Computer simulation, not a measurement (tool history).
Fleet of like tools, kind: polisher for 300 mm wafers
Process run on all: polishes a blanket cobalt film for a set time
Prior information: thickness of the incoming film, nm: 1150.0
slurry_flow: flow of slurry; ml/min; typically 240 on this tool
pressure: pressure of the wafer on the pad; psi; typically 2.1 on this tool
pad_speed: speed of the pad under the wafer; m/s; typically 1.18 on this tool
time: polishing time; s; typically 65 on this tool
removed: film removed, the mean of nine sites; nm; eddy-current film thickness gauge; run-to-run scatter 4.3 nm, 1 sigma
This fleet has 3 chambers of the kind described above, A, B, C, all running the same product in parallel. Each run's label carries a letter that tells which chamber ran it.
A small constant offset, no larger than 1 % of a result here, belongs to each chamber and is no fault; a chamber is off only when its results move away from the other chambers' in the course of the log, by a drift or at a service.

| run | hour | slurry_flow | pressure | pad_speed | time | wafers polished on this pad | hours since the slurry nozzle was cleaned | hours since the head pressure was calibrated | removed |
|---|---|---|---|---|---|---|---|---|---|
| 1A | 9.2 | 240 | 2.1 | 1.18 | 65 | 694 | 161.8 | 687.5 | 478.16 |
|  | 16.1 | chamber A: worn pad replaced by a new one |
| 2C | 20.1 | 240 | 2.1 | 1.18 | 65 | 623 | 612.3 | 744.0 | 486.06 |
|  | 25.6 | chamber B: worn pad replaced by a new one |
| 3B | 30.1 | 240 | 2.1 | 1.18 | 65 | 32 | 535.8 | 374.6 | 491.90 |
|  | 33.6 | chamber C: worn pad replaced by a new one |
| 4A | 44.9 | 240 | 2.1 | 1.18 | 65 | 208 | 197.5 | 723.2 | 481.34 |
| 5C | 53.2 | 240 | 2.1 | 1.18 | 65 | 141 | 645.4 | 777.1 | 482.66 |
| 6B | 62.9 | 240 | 2.1 | 1.18 | 65 | 269 | 568.6 | 407.4 | 487.77 |
|  | 64.8 | chamber C: head pressure recalibrated |
| 7A | 72.5 | 240 | 2.1 | 1.18 | 65 | 407 | 225.1 | 750.8 | 482.91 |
| 8B | 81.4 | 240 | 2.1 | 1.18 | 65 | 402 | 587.1 | 425.9 | 485.36 |
| 9C | 88.3 | 240 | 1.8 | 1.18 | 54 | 394 | 680.5 | 23.5 | 349.58 |
| 10B | 97.6 | 240 | 1.8 | 1.18 | 54 | 519 | 603.3 | 442.1 | 338.97 |
| 11C | 111.0 | 240 | 1.8 | 1.18 | 54 | 558 | 703.2 | 46.2 | 353.02 |
|  | 119.7 | chamber C: worn pad replaced by a new one |
|  | 120.1 | chamber A: worn pad replaced by a new one |
| 12A | 122.3 | 240 | 2.1 | 1.18 | 65 | 16 | 274.9 | 800.6 | 489.22 |
| 13A | 129.7 | 240 | 2.1 | 0.88 | 65 | 69 | 282.3 | 808.0 | 365.30 |
|  | 129.8 | chamber B: slurry nozzle cleaned |
| 14B | 140.8 | 240 | 2.1 | 0.88 | 65 | 831 | 11.0 | 485.3 | 361.71 |
|  | 142.6 | chamber B: worn pad replaced by a new one |
|  | 148.2 | chamber A: head pressure recalibrated |
| 15C | 156.4 | 240 | 2.1 | 0.88 | 65 | 265 | 748.6 | 91.6 | 360.88 |
| 16B | 164.8 | 240 | 2.1 | 1.18 | 65 | 160 | 35.0 | 509.3 | 481.45 |
| 17A | 172.0 | 240 | 2.1 | 1.18 | 82 | 374 | 324.6 | 23.9 | 560.22 |
| 18C | 181.4 | 240 | 2.1 | 1.18 | 82 | 445 | 773.6 | 116.6 | 606.55 |
| 19A | 189.3 | 240 | 2.1 | 1.18 | 82 | 499 | 341.9 | 41.2 | 554.51 |
| 20C | 199.6 | 240 | 2.1 | 1.18 | 65 | 577 | 791.8 | 134.8 | 487.53 |
|  | 205.8 | chamber C: worn pad replaced by a new one |
| 21B | 211.1 | 240 | 2.1 | 1.18 | 65 | 494 | 81.3 | 555.6 | 483.27 |
|  | 214.8 | chamber A: worn pad replaced by a new one |
| 22A | 220.9 | 240 | 2.1 | 1.18 | 65 | 44 | 373.5 | 72.8 | 444.37 |
|  | 228.9 | chamber C: slurry nozzle cleaned |
| 23C | 236.5 | 240 | 2.1 | 1.18 | 65 | 221 | 7.6 | 171.7 | 492.53 |
|  | 239.7 | chamber A: slurry nozzle cleaned |
| 24B | 248.9 | 240 | 2.1 | 1.18 | 65 | 767 | 119.1 | 593.4 | 488.09 |
| 25C | 256.0 | 240 | 2.1 | 1.18 | 65 | 362 | 27.1 | 191.2 | 488.21 |
| 26B | 270.6 | 240 | 2.1 | 1.18 | 65 | 924 | 140.8 | 615.1 | 485.01 |
|  | 277.6 | chamber B: worn pad replaced by a new one |
| 27A | 281.0 | 240 | 2.1 | 1.18 | 65 | 478 | 41.3 | 132.9 | 440.70 |
|  | 284.7 | chamber C: worn pad replaced by a new one |
|  | 294.8 | chamber A: worn pad replaced by a new one |
| 28C | 296.1 | 240 | 2.1 | 1.18 | 65 | 82 | 67.2 | 231.3 | 492.29 |
| 29B | 303.9 | 240 | 2.1 | 1.18 | 65 | 190 | 174.1 | 648.4 | 485.79 |
| 30A | 317.3 | 240 | 2.1 | 1.18 | 65 | 162 | 77.6 | 169.2 | 441.94 |
| 31C | 330.1 | 240 | 2.1 | 1.18 | 65 | 328 | 101.2 | 265.3 | 489.30 |
|  | 335.9 | chamber B: head pressure recalibrated |
| 32B | 338.1 | 240 | 2.1 | 1.18 | 65 | 437 | 208.3 | 2.2 | 480.94 |
| 33A | 347.6 | 240 | 2.1 | 1.18 | 65 | 381 | 107.9 | 199.5 | 441.98 |
| 34A | 354.8 | 240 | 2.1 | 1.18 | 65 | 433 | 115.1 | 206.7 | 436.87 |
| 35B | 368.1 | 240 | 2.1 | 1.18 | 65 | 653 | 238.3 | 32.2 | 492.53 |
|  | 373.0 | chamber C: worn pad replaced by a new one |
| 36C | 376.4 | 240 | 2.1 | 1.18 | 65 | 25 | 147.5 | 311.6 | 487.64 |
| 37B | 384.9 | 240 | 2.1 | 1.18 | 65 | 774 | 255.1 | 49.0 | 490.94 |
|  | 396.4 | chamber A: worn pad replaced by a new one |
| 38A | 398.7 | 240 | 2.1 | 1.18 | 65 | 17 | 159.0 | 250.6 | 443.02 |
|  | 410.6 | chamber B: worn pad replaced by a new one |
| 39C | 413.1 | 240 | 2.1 | 1.18 | 65 | 289 | 184.2 | 348.3 | 486.56 |
| 40C | 420.0 | 240 | 2.1 | 1.18 | 65 | 339 | 191.1 | 355.2 | 494.13 |
| 41A | 434.6 | 240 | 2.1 | 1.18 | 65 | 276 | 194.9 | 286.5 | 437.82 |
| 42B | 447.1 | 240 | 2.1 | 1.18 | 65 | 263 | 317.3 | 111.2 | 484.52 |

Next, every chamber runs the same settings. What will each give?
| 43A | 458.5 | 240 | 2.1 | 1.18 | 65 |  |  |  | ? |
| 43B | 458.5 | 240 | 2.1 | 1.18 | 65 |  |  |  | ? |
| 43C | 458.5 | 240 | 2.1 | 1.18 | 65 |  |  |  | ? |

| run | removed |
|---|---|
| 43A | 448.12 |
| 43B | 480.85 |
| 43C | 495.41 |

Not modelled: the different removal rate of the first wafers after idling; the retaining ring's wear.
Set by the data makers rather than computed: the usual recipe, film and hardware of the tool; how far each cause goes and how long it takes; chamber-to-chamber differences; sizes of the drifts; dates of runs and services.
